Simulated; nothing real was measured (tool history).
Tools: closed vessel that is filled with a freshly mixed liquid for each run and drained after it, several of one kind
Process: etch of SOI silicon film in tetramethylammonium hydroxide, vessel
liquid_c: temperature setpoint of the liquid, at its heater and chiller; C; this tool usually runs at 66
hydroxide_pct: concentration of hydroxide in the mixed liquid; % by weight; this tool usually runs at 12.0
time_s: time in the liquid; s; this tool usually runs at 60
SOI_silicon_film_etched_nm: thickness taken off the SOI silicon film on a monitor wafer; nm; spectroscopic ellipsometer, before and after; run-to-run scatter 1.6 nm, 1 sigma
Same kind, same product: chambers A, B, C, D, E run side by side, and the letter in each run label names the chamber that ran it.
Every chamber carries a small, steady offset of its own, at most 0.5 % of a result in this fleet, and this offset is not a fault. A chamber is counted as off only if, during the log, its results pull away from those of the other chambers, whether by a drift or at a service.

| run | hour | liquid_c | hydroxide_pct | time_s | hours since the thermometer was replaced | hours since the hydroxide flow meter was replaced | read-back film thickness of the SOI silicon film reference wafer, read on the same gauge (nm) | SOI_silicon_film_etched_nm |
|---|---|---|---|---|---|---|---|---|
| 1D | 6.0 | 66 | 12.0 | 60 | 624.6 | 592.3 | 39.991 | 316.02 |
|  | 6.9 | chamber B: hydroxide flow meter replaced |
|  | 9.2 | chamber C: hydroxide flow meter replaced |
| 2C | 10.3 | 66 | 12.0 | 60 | 549.0 | 1.1 | 40.018 | 317.43 |
| 3B | 15.7 | 66 | 12.0 | 60 | 964.6 | 8.9 | 39.991 | 318.71 |
| 4A | 21.9 | 66 | 12.0 | 60 | 1649.7 | 775.4 | 40.010 | 313.68 |
| 5E | 25.0 | 66 | 12.0 | 60 | 1699.7 | 207.6 | 39.992 | 317.10 |
| 6C | 31.4 | 66 | 12.0 | 60 | 570.1 | 22.2 | 40.008 | 317.35 |
| 7E | 34.8 | 66 | 12.0 | 60 | 1709.5 | 217.4 | 40.029 | 317.92 |
| 8B | 40.3 | 66 | 12.0 | 60 | 989.2 | 33.5 | 39.992 | 317.57 |
| 9A | 44.6 | 66 | 12.0 | 60 | 1672.4 | 798.1 | 39.968 | 319.99 |
| 10D | 48.1 | 66 | 12.0 | 60 | 666.7 | 634.4 | 39.977 | 318.08 |
| 11C | 51.5 | 66 | 12.0 | 60 | 590.2 | 42.3 | 39.995 | 317.78 |
| 12E | 57.8 | 66 | 12.0 | 60 | 1732.5 | 240.4 | 39.989 | 319.44 |
| 13B | 61.4 | 66 | 12.0 | 60 | 1010.3 | 54.6 | 39.987 | 319.62 |
| 14A | 67.0 | 59 | 12.0 | 60 | 1694.8 | 820.5 | 39.959 | 207.93 |
| 15D | 72.3 | 59 | 12.0 | 60 | 690.9 | 658.6 | 39.959 | 203.24 |
| 16E | 76.7 | 59 | 12.0 | 60 | 1751.4 | 259.3 | 39.976 | 204.68 |
| 17D | 82.8 | 59 | 12.0 | 60 | 701.4 | 669.1 | 39.996 | 204.90 |
| 18B | 89.3 | 59 | 12.0 | 60 | 1038.2 | 82.5 | 40.018 | 208.79 |
| 19C | 95.1 | 66 | 12.0 | 60 | 633.8 | 85.9 | 39.945 | 317.96 |
| 20A | 100.1 | 66 | 12.0 | 60 | 1727.9 | 853.6 | 39.994 | 319.72 |
| 21C | 104.0 | 66 | 12.0 | 60 | 642.7 | 94.8 | 39.986 | 316.48 |
| 22E | 109.3 | 66 | 12.0 | 60 | 1784.0 | 291.9 | 40.016 | 312.59 |
|  | 112.4 | chamber E: thermometer replaced |
| 23A | 115.5 | 66 | 12.0 | 60 | 1743.3 | 869.0 | 40.056 | 320.25 |
| 24D | 120.5 | 66 | 12.0 | 60 | 739.1 | 706.8 | 40.009 | 316.49 |
|  | 122.5 | chamber A: hydroxide flow meter replaced |
| 25B | 123.8 | 66 | 12.0 | 60 | 1072.7 | 117.0 | 39.951 | 315.26 |
| 26E | 127.4 | 66 | 12.0 | 60 | 15.0 | 310.0 | 40.010 | 318.03 |
| 27D | 131.8 | 66 | 8.5 | 60 | 750.4 | 718.1 | 40.010 | 362.31 |
| 28C | 135.2 | 66 | 8.5 | 60 | 673.9 | 126.0 | 39.964 | 359.33 |
| 29B | 139.4 | 66 | 8.5 | 60 | 1088.3 | 132.6 | 40.010 | 359.35 |
| 30A | 142.8 | 66 | 8.5 | 60 | 1770.6 | 20.4 | 40.015 | 361.67 |
| 31E | 148.9 | 66 | 8.5 | 60 | 36.5 | 331.5 | 40.005 | 361.60 |
| 32D | 154.2 | 66 | 12.0 | 60 | 772.8 | 740.5 | 40.032 | 314.96 |

Next, every chamber runs the same settings. What will each give?
| 33A | 159.1 | 66 | 12.0 | 90 |  |  |  | ? |
| 33B | 159.1 | 66 | 12.0 | 90 |  |  |  | ? |
| 33C | 159.1 | 66 | 12.0 | 90 |  |  |  | ? |
| 33D | 159.1 | 66 | 12.0 | 90 |  |  |  | ? |
| 33E | 159.1 | 66 | 12.0 | 90 |  |  |  | ? |

| run | SOI_silicon_film_etched_nm |
|---|---|
| 33A | 479.59 |
| 33B | 478.16 |
| 33C | 474.68 |
| 33D | 473.80 |
| 33E | 475.41 |
